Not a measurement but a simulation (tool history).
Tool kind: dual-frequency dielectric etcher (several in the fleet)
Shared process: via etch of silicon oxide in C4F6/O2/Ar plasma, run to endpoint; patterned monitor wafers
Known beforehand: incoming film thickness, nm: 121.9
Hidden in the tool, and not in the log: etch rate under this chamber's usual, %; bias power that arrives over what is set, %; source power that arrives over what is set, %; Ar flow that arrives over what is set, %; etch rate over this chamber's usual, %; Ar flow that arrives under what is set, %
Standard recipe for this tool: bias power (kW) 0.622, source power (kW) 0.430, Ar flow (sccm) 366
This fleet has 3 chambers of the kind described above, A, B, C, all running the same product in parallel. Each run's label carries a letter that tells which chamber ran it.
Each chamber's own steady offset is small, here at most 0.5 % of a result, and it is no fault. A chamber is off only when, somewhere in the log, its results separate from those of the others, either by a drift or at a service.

run   hour  bias power (kW)  source power (kW)  Ar flow (sccm)  hours since the last wet clean  hours since the last bias power generator calibration  hours since the last source power generator calibration  hours since the last Ar flow controller change  endpoint time (s)
 1B    9.9            0.622              0.430             366                           265.3                                                 4149.4                                                    745.1                                          1926.8             24.386
 2C   21.1            0.622              0.430             366                            91.5                                                  717.0                                                   1990.0                                          1381.6             24.170
      24.9  -- chamber C: Ar flow controller replaced
 3A   27.5            0.622              0.430             366                           157.1                                                  650.6                                                    841.0                                          3311.8             24.768
 4B   36.5            0.622              0.430             366                           291.9                                                 4176.0                                                    771.7                                          1953.4             24.541
 5C   46.4            0.622              0.370             447                           116.8                                                  742.3                                                   2015.3                                            21.5             26.975
 6A   58.7            0.622              0.370             447                           188.3                                                  681.8                                                    872.2                                          3343.0             26.511
 7B   70.3            0.622              0.370             447                           325.7                                                 4209.8                                                    805.5                                          1987.2             26.634
 8C   77.9            0.622              0.430             366                           148.3                                                  773.8                                                   2046.8                                            53.0             24.581
 9A   83.9            0.622              0.430             366                           213.5                                                  707.0                                                    897.4                                          3368.2             24.417
10B   89.9            0.622              0.430             366                           345.3                                                 4229.4                                                    825.1                                          2006.8             24.741
11C   96.4            0.622              0.430             366                           166.8                                                  792.3                                                   2065.3                                            71.5             24.210
12A  105.4            0.622              0.430             366                           235.0                                                  728.5                                                    918.9                                          3389.7             24.239
13B  111.2            0.622              0.430             366                           366.6                                                 4250.7                                                    846.4                                          2028.1             25.030
14A  117.8            0.622              0.430             366                           247.4                                                  740.9                                                    931.3                                          3402.1             24.716
15C  127.2            0.622              0.430             366                           197.6                                                  823.1                                                   2096.1                                           102.3             24.630
16B  138.8            0.731              0.430             366                           394.2                                                 4278.3                                                    874.0                                          2055.7             22.974
17C  150.1            0.731              0.430             366                           220.5                                                  846.0                                                   2119.0                                           125.2             23.182
18A  159.3            0.731              0.430             366                           288.9                                                  782.4                                                    972.8                                          3443.6             23.740
19C  164.9            0.622              0.430             366                           235.3                                                  860.8                                                   2133.8                                           140.0             24.155
20B  175.4            0.622              0.430             366                           430.8                                                 4314.9                                                    910.6                                          2092.3             24.231
21A  187.8            0.622              0.430             366                           317.4                                                  810.9                                                   1001.3                                          3472.1             25.304
22B  193.5            0.622              0.430             366                           448.9                                                 4333.0                                                    928.7                                          2110.4             24.522
23A  205.0            0.622              0.430             366                           334.6                                                  828.1                                                   1018.5                                          3489.3             25.303
24C  213.3            0.622              0.430             366                           283.7                                                  909.2                                                   2182.2                                           188.4             24.587
25A  221.2            0.622              0.430             366                           350.8                                                  844.3                                                   1034.7                                          3505.5             25.616
26B  231.3            0.622              0.430             366                           486.7                                                 4370.8                                                    966.5                                          2148.2             24.398
27C  236.7            0.622              0.430             366                           307.1                                                  932.6                                                   2205.6                                           211.8             24.693
     240.0  -- chamber B: bias power generator calibrated
28A  245.1            0.622              0.430             366                           374.7                                                  868.2                                                   1058.6                                          3529.4             25.422
29B  252.2            0.622              0.430             366                           507.6                                                   12.2                                                    987.4                                          2169.1             24.552
30C  260.8            0.717              0.430             366                           331.2                                                  956.7                                                   2229.7                                           235.9             23.193
31A  269.6            0.717              0.430             366                           399.2                                                  892.7                                                   1083.1                                          3553.9             24.406
32C  278.2            0.717              0.430             366                           348.6                                                  974.1                                                   2247.1                                           253.3             23.382
33B  290.3            0.622              0.430             366                           545.7                                                   50.3                                                   1025.5                                          2207.2             24.690

One chamber off, gauge drift, or nothing amiss beyond the chambers' own small offsets? If it is a chamber, which one, and what is the likeliest cause?

Chamber A drifts away from the others.
What lies behind it: etch rate under this chamber's usual, % = 5.08.

Chamber A could run next with any of the 4 candidate recipes listed below; each alters the usual settings, and their results appear as question marks. Which one brings its results back in line with what the other chambers deliver on the usual settings?
A result is in line if it is within this distance of the other chambers' mean on the usual settings: endpoint time (s) 0.740
34A-1  299.2            0.706              0.490             352                                                                                                                                                                                                                  ?
34A-2  299.2            0.474              0.430             366                                                                                                                                                                                                                  ?
34A-3  299.2            0.622              0.370             380                                                                                                                                                                                                                  ?
34A-4  299.2            0.622              0.490             352                                                                                                                                                                                                                  ?

The mean the other chambers reach with the usual settings: endpoint time (s) 24.564
  run  endpoint time (s)
34A-1             23.249
34A-2             28.510
34A-3             27.320
34A-4             24.410
34A-4 is the one that brings the chamber's results back in line with the other chambers.

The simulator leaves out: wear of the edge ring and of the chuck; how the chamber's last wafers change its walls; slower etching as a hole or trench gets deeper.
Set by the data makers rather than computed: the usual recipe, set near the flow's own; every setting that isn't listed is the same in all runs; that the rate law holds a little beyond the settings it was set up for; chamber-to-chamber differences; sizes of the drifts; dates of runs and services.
